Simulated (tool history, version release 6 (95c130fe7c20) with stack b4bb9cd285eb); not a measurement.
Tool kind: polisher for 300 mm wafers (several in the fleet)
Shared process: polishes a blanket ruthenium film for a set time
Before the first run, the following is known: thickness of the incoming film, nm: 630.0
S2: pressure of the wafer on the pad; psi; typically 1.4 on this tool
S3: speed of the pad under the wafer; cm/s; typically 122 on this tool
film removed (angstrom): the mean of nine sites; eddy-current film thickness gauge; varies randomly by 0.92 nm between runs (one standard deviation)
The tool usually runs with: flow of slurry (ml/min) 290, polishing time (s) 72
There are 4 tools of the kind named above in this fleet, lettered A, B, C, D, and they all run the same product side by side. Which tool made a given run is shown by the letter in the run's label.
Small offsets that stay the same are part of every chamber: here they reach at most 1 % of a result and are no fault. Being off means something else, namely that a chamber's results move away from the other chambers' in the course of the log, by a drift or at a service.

-- hour=4.8 chamber C: worn pad replaced by a new one
run 1B hour=8.5 | flow_of_slurry_(ml/min)=290 S2=1.4 S3=122 polishing_time_(s)=72 | film_removed_(angstrom)=696.20
-- hour=15.4 chamber C: head pressure recalibrated
run 2A hour=16.1 | flow_of_slurry_(ml/min)=290 S2=1.4 S3=122 polishing_time_(s)=72 | film_removed_(angstrom)=680.27
run 3C hour=27.7 | flow_of_slurry_(ml/min)=290 S2=1.4 S3=122 polishing_time_(s)=72 | film_removed_(angstrom)=681.09
-- hour=27.8 chamber A: worn pad replaced by a new one
-- hour=39.5 chamber B: worn pad replaced by a new one
run 4D hour=42.5 | flow_of_slurry_(ml/min)=290 S2=1.4 S3=122 polishing_time_(s)=72 | film_removed_(angstrom)=683.30
-- hour=43.7 chamber A: slurry nozzle cleaned
run 5A hour=50.8 | flow_of_slurry_(ml/min)=290 S2=1.4 S3=122 polishing_time_(s)=72 | film_removed_(angstrom)=662.64
run 6D hour=65.8 | flow_of_slurry_(ml/min)=290 S2=1.7 S3=96 polishing_time_(s)=72 | film_removed_(angstrom)=651.97
run 7C hour=78.3 | flow_of_slurry_(ml/min)=290 S2=1.7 S3=96 polishing_time_(s)=72 | film_removed_(angstrom)=661.35
-- hour=90.4 chamber D: worn pad replaced by a new one
run 8B hour=92.1 | flow_of_slurry_(ml/min)=290 S2=1.7 S3=96 polishing_time_(s)=72 | film_removed_(angstrom)=662.73
-- hour=97.9 chamber A: worn pad replaced by a new one
-- hour=103.7 chamber C: worn pad replaced by a new one
run 9A hour=106.3 | flow_of_slurry_(ml/min)=290 S2=1.7 S3=96 polishing_time_(s)=72 | film_removed_(angstrom)=655.56
run 10D hour=114.4 | flow_of_slurry_(ml/min)=290 S2=1.4 S3=122 polishing_time_(s)=72 | film_removed_(angstrom)=670.86
run 11B hour=125.3 | flow_of_slurry_(ml/min)=290 S2=1.7 S3=122 polishing_time_(s)=72 | film_removed_(angstrom)=828.27
run 12C hour=133.5 | flow_of_slurry_(ml/min)=290 S2=1.7 S3=122 polishing_time_(s)=72 | film_removed_(angstrom)=836.99
-- hour=136.8 chamber B: worn pad replaced by a new one
run 13D hour=142.0 | flow_of_slurry_(ml/min)=290 S2=1.7 S3=122 polishing_time_(s)=72 | film_removed_(angstrom)=806.83
run 14B hour=149.2 | flow_of_slurry_(ml/min)=290 S2=1.7 S3=122 polishing_time_(s)=72 | film_removed_(angstrom)=838.38
run 15C hour=156.8 | flow_of_slurry_(ml/min)=290 S2=1.4 S3=122 polishing_time_(s)=72 | film_removed_(angstrom)=682.17
run 16A hour=167.1 | flow_of_slurry_(ml/min)=335 S2=1.4 S3=122 polishing_time_(s)=84 | film_removed_(angstrom)=814.94
-- hour=168.3 chamber A: worn pad replaced by a new one
run 17D hour=183.2 | flow_of_slurry_(ml/min)=335 S2=1.4 S3=122 polishing_time_(s)=84 | film_removed_(angstrom)=753.33
-- hour=193.6 chamber C: worn pad replaced by a new one
run 18A hour=198.7 | flow_of_slurry_(ml/min)=335 S2=1.4 S3=122 polishing_time_(s)=84 | film_removed_(angstrom)=803.15
-- hour=201.6 chamber D: worn pad replaced by a new one
run 19C hour=210.8 | flow_of_slurry_(ml/min)=335 S2=1.4 S3=122 polishing_time_(s)=84 | film_removed_(angstrom)=815.78
run 20B hour=223.6 | flow_of_slurry_(ml/min)=290 S2=1.4 S3=122 polishing_time_(s)=72 | film_removed_(angstrom)=691.12
-- hour=227.8 chamber B: worn pad replaced by a new one
-- hour=234.7 chamber A: worn pad replaced by a new one
run 21C hour=236.1 | flow_of_slurry_(ml/min)=240 S2=1.2 S3=122 polishing_time_(s)=72 | film_removed_(angstrom)=575.40
-- hour=240.6 chamber B: slurry nozzle cleaned
run 22B hour=252.1 | flow_of_slurry_(ml/min)=240 S2=1.2 S3=122 polishing_time_(s)=72 | film_removed_(angstrom)=586.24
run 23A hour=268.2 | flow_of_slurry_(ml/min)=240 S2=1.2 S3=122 polishing_time_(s)=72 | film_removed_(angstrom)=570.18
run 24D hour=283.2 | flow_of_slurry_(ml/min)=240 S2=1.2 S3=122 polishing_time_(s)=72 | film_removed_(angstrom)=528.04
run 25D hour=296.3 | flow_of_slurry_(ml/min)=290 S2=1.4 S3=122 polishing_time_(s)=72 | film_removed_(angstrom)=621.16
-- hour=305.0 chamber A: worn pad replaced by a new one
run 26A hour=308.0 | flow_of_slurry_(ml/min)=290 S2=1.4 S3=122 polishing_time_(s)=72 | film_removed_(angstrom)=693.33

Decide between three cases: one chamber stands off from its peers, the gauge reading all wafers drifts, or nothing is wrong past each chamber's small offset. Where a chamber is off, say which and what most likely put it there.

One chamber, D, drifts off from the rest bit by bit.
Cause: head's pressure below its setpoint, % = 10.9.

Which of the 4 candidates below, each the usual settings with something changed and its results left as question marks, puts chamber D back in line with what the other chambers give on the usual settings?
In-line tolerance around the mean of the other chambers on the usual settings: film removed (angstrom) 32.00
run 27D-1 hour=319.9 | flow_of_slurry_(ml/min)=285 S2=1.4 S3=106 polishing_time_(s)=62 | film_removed_(angstrom)=?
run 27D-2 hour=319.9 | flow_of_slurry_(ml/min)=290 S2=1.3 S3=122 polishing_time_(s)=68 | film_removed_(angstrom)=?
run 27D-3 hour=319.9 | flow_of_slurry_(ml/min)=290 S2=1.4 S3=122 polishing_time_(s)=81 | film_removed_(angstrom)=?
run 27D-4 hour=319.9 | flow_of_slurry_(ml/min)=290 S2=1.6 S3=138 polishing_time_(s)=72 | film_removed_(angstrom)=?

The other chambers' mean on the usual settings: film removed (angstrom) 686.35
run=27D-1 film_removed_(angstrom)=448.68
run=27D-2 film_removed_(angstrom)=527.10
run=27D-3 film_removed_(angstrom)=675.38
run=27D-4 film_removed_(angstrom)=774.31
With 27D-3, the chamber falls back in line with the rest.
